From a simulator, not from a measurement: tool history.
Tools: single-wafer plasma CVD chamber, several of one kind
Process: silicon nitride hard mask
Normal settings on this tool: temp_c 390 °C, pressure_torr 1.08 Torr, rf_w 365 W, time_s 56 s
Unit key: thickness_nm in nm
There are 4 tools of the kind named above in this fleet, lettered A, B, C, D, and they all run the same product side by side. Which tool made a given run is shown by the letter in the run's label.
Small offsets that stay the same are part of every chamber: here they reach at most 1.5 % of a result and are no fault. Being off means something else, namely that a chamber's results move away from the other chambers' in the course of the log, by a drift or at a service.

| run | hour | temp_c | pressure_torr | rf_w | time_s | hours since the last thermocouple change | hours since the last RF generator calibration | hours since the last manometer calibration | read-back reference wafer on the same gauge, thickness_nm | thickness_nm |
|---|---|---|---|---|---|---|---|---|---|---|
| 1A | 5.4 | 390 | 1.08 | 365 | 56 | 694.2 | 694.5 | 286.5 | 66.314 | 64.645 |
| 2C | 13.7 | 390 | 1.08 | 365 | 56 | 2258.8 | 603.1 | 979.3 | 66.235 | 65.655 |
| 3D | 18.3 | 390 | 1.08 | 365 | 56 | 843.2 | 1082.9 | 1675.8 | 66.266 | 65.297 |
| 4B | 23.3 | 390 | 1.08 | 365 | 56 | 68.7 | 2378.5 | 247.4 | 66.244 | 64.886 |
| 5C | 28.2 | 390 | 1.08 | 365 | 56 | 2273.3 | 617.6 | 993.8 | 66.226 | 65.497 |
| 6D | 35.9 | 390 | 1.08 | 365 | 56 | 860.8 | 1100.5 | 1693.4 | 66.212 | 64.946 |
| 7B | 42.8 | 390 | 1.08 | 365 | 56 | 88.2 | 2398 | 266.9 | 66.19 | 64.776 |
| 8A | 50 | 390 | 1.08 | 365 | 56 | 738.8 | 739.1 | 331.1 | 66.179 | 64.714 |
| 9A | 55.7 | 390 | 1.08 | 365 | 56 | 744.5 | 744.8 | 336.8 | 66.147 | 64.779 |
| 10B | 60.4 | 390 | 1.08 | 365 | 56 | 105.8 | 2415.6 | 284.5 | 66.16 | 64.591 |
| 11C | 67.6 | 390 | 1.08 | 365 | 56 | 2312.7 | 657 | 1033.2 | 66.108 | 65.501 |
| 12D | 76.2 | 390 | 1.08 | 365 | 56 | 901.1 | 1140.8 | 1733.7 | 66.103 | 65.216 |
| 13C | 83.2 | 390 | 1.08 | 365 | 56 | 2328.3 | 672.6 | 1048.8 | 66.058 | 65.33 |
| 14B | 87.5 | 390 | 1.08 | 365 | 56 | 132.9 | 2442.7 | 311.6 | 66.069 | 64.673 |
| 15A | 96.6 | 390 | 1.08 | 365 | 56 | 785.4 | 785.7 | 377.7 | 66.041 | 64.504 |
| 16D | 104.6 | 390 | 1.08 | 365 | 56 | 929.5 | 1169.2 | 1762.1 | 66.024 | 64.924 |
| 17C | 110.7 | 390 | 1.08 | 365 | 56 | 2355.8 | 700.1 | 1076.3 | 66.024 | 65.377 |
| 18A | 116.6 | 390 | 1.08 | 365 | 56 | 805.4 | 805.7 | 397.7 | 65.996 | 64.543 |
| 19D | 124 | 390 | 1.08 | 365 | 56 | 948.9 | 1188.6 | 1781.5 | 65.98 | 65.013 |
| 20B | 130.3 | 390 | 1.08 | 365 | 56 | 175.7 | 2485.5 | 354.4 | 65.94 | 64.622 |
| 21C | 134.5 | 390 | 1.08 | 365 | 56 | 2379.6 | 723.9 | 1100.1 | 65.951 | 65.313 |
| 22B | 140 | 390 | 1.08 | 365 | 56 | 185.4 | 2495.2 | 364.1 | 65.926 | 64.612 |
| 23D | 147.5 | 390 | 1.08 | 365 | 56 | 972.4 | 1212.1 | 1805 | 65.916 | 64.884 |
| 24A | 151.6 | 390 | 1.08 | 365 | 56 | 840.4 | 840.7 | 432.7 | 65.883 | 64.46 |
| 25D | 155.8 | 390 | 1.08 | 365 | 56 | 980.7 | 1220.4 | 1813.3 | 65.907 | 64.808 |

Is one chamber off against the others, does the gauge drift, or is nothing wrong? If a chamber is off, say which, and what the likeliest cause is.

The gauge drifts, so all chambers seem to drift together. No chamber is off.
Most likely cause: gauge reads low (%) = 0.645.
